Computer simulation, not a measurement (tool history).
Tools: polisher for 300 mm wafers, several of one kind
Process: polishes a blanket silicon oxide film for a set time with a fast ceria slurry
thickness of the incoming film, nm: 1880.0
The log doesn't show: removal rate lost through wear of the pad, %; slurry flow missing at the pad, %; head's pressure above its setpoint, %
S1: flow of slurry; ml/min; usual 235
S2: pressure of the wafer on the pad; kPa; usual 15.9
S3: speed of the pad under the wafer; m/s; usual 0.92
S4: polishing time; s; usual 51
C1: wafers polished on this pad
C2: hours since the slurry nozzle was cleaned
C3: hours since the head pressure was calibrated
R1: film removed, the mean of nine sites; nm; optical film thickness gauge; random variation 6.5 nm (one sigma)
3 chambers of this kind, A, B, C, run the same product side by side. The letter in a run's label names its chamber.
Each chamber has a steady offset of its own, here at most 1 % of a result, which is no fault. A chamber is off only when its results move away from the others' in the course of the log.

Run 1B, hour 6.5: usual settings; C1 434; C2 9.7; C3 414.9. Result: R1 530.76 nm.
Run 2C, hour 14.9: usual settings; C1 280; C2 121.9; C3 619.2. Result: R1 539.92 nm.
At hour 21.3: chamber C: head pressure recalibrated.
Run 3A, hour 25.1: usual settings; C1 512; C2 204.3; C3 233.8. Result: R1 536.36 nm.
Run 4B, hour 35: usual settings; C1 765; C2 38.2; C3 443.4. Result: R1 537.02 nm.
At hour 38.9: chamber B: worn pad replaced by a new one.
Run 5A, hour 45.6: usual settings but S1 295 ml/min, S3 1.04 m/s; C1 750; C2 224.8; C3 254.3. Result: R1 626.89 nm.
At hour 45.9: chamber A: worn pad replaced by a new one.
At hour 53.1: chamber C: worn pad replaced by a new one.
Run 6C, hour 54.5: usual settings but S1 295 ml/min, S3 1.04 m/s; C1 16; C2 161.5; C3 33.3. Result: R1 616.91 nm.
Run 7B, hour 65.1: usual settings but S1 295 ml/min, S3 1.04 m/s; C1 305; C2 68.3; C3 473.5. Result: R1 616.43 nm.
Run 8A, hour 73: usual settings; C1 316; C2 252.2; C3 281.7. Result: R1 543.25 nm.
Run 9C, hour 79.1: usual settings but S1 265 ml/min, S3 0.74 m/s; C1 303; C2 186.1; C3 57.9. Result: R1 438.93 nm.
Run 10C, hour 84.5: usual settings but S1 265 ml/min, S3 0.74 m/s; C1 366; C2 191.5; C3 63.3. Result: R1 438.58 nm.
Run 11B, hour 95.3: usual settings but S1 265 ml/min, S3 0.74 m/s; C1 656; C2 98.5; C3 503.7. Result: R1 432.33 nm.
At hour 99.3: chamber B: worn pad replaced by a new one.
Run 12A, hour 101: usual settings; C1 642; C2 280.2; C3 309.7. Result: R1 526.18 nm.
Run 13A, hour 108.8: usual settings; C1 732; C2 288; C3 317.5. Result: R1 550.49 nm.
At hour 111.3: chamber A: worn pad replaced by a new one.
Run 14B, hour 114.1: usual settings but S2 13.8 kPa, S4 38 s; C1 172; C2 117.3; C3 522.5. Result: R1 353.23 nm.
At hour 117.2: chamber C: worn pad replaced by a new one.
Run 15C, hour 123.6: usual settings but S2 13.8 kPa, S4 38 s; C1 74; C2 230.6; C3 102.4. Result: R1 347.13 nm.
Run 16B, hour 130.7: usual settings but S2 13.8 kPa, S4 38 s; C1 366; C2 133.9; C3 539.1. Result: R1 354.71 nm.
Run 17C, hour 140.3: usual settings; C1 268; C2 247.3; C3 119.1. Result: R1 535.8 nm.
At hour 144.6: chamber C: slurry nozzle cleaned.
Run 18A, hour 149.9: usual settings; C1 449; C2 329.1; C3 358.6. Result: R1 541.48 nm.
Run 19B, hour 157.8: usual settings; C1 681; C2 161; C3 566.2. Result: R1 548.34 nm.
At hour 158.1: chamber B: worn pad replaced by a new one.
Run 20A, hour 165: usual settings; C1 625; C2 344.2; C3 373.7. Result: R1 541.37 nm.
Run 21C, hour 172.4: usual settings but S2 11.7 kPa; C1 642; C2 27.8; C3 151.2. Result: R1 393.88 nm.
At hour 173.8: chamber C: worn pad replaced by a new one.
At hour 176.5: chamber A: worn pad replaced by a new one.
Run 22C, hour 180.8: usual settings but S2 11.7 kPa; C1 81; C2 36.2; C3 159.6. Result: R1 407.24 nm.
Run 23A, hour 190.7: usual settings but S2 11.7 kPa; C1 166; C2 369.9; C3 399.4. Result: R1 399.28 nm.
Run 24B, hour 198: usual settings; C1 464; C2 201.2; C3 606.4. Result: R1 542 nm.
Run 25B, hour 208.7: usual settings; C1 589; C2 211.9; C3 617.1. Result: R1 531.17 nm.
Run 26C, hour 217.2: usual settings; C1 505; C2 72.6; C3 196. Result: R1 533.88 nm.
Run 27A, hour 225.5: usual settings but S3 0.66 m/s; C1 571; C2 404.7; C3 434.2. Result: R1 393.35 nm.
At hour 231.6: chamber B: worn pad replaced by a new one.
Run 28C, hour 236.2: usual settings but S3 0.66 m/s; C1 726; C2 91.6; C3 215. Result: R1 384.37 nm.
At hour 238.3: chamber C: worn pad replaced by a new one.
Run 29A, hour 246.4: usual settings but S3 0.66 m/s; C1 814; C2 425.6; C3 455.1. Result: R1 389.1 nm.
At hour 248.3: chamber A: worn pad replaced by a new one.
Run 30B, hour 254.2: usual settings; C1 263; C2 257.4; C3 662.6. Result: R1 539.1 nm.
Run 31B, hour 265: usual settings; C1 389; C2 268.2; C3 673.4. Result: R1 535.32 nm.
Run 32A, hour 271.6: usual settings; C1 271; C2 450.8; C3 480.3. Result: R1 534.6 nm.
Run 33C, hour 279.8: usual settings; C1 484; C2 135.2; C3 258.6. Result: R1 533.19 nm.
Run 34A, hour 284.7: usual settings but S1 180 ml/min, S4 68 s; C1 423; C2 463.9; C3 493.4. Result: R1 692.03 nm.
At hour 290.5: chamber B: worn pad replaced by a new one.
Run 35C, hour 291.4: usual settings but S1 180 ml/min, S4 68 s; C1 619; C2 146.8; C3 270.2. Result: R1 708.45 nm.
At hour 298: chamber C: worn pad replaced by a new one.
Run 36B, hour 298.6: usual settings but S1 180 ml/min, S4 68 s; C1 95; C2 301.8; C3 707. Result: R1 700 nm.
Run 37B, hour 307.2: usual settings; C1 195; C2 310.4; C3 715.6. Result: R1 530.4 nm.
At hour 307.4: chamber A: slurry nozzle cleaned.
At hour 315.3: chamber A: worn pad replaced by a new one.
Run 38A, hour 315.6: usual settings; C1 4; C2 8.2; C3 524.3. Result: R1 543.48 nm.
Run 39C, hour 320.4: usual settings; C1 260; C2 175.8; C3 299.2. Result: R1 554.4 nm.
Run 40A, hour 325.3: usual settings; C1 117; C2 17.9; C3 534. Result: R1 542.1 nm.

What goes on in this fleet: one chamber off, a drifting gauge, or nothing beyond the chambers' own small offsets? Name the chamber and the cause, if any.

No chamber stands off beyond its own small offset, and the gauge holds steady.
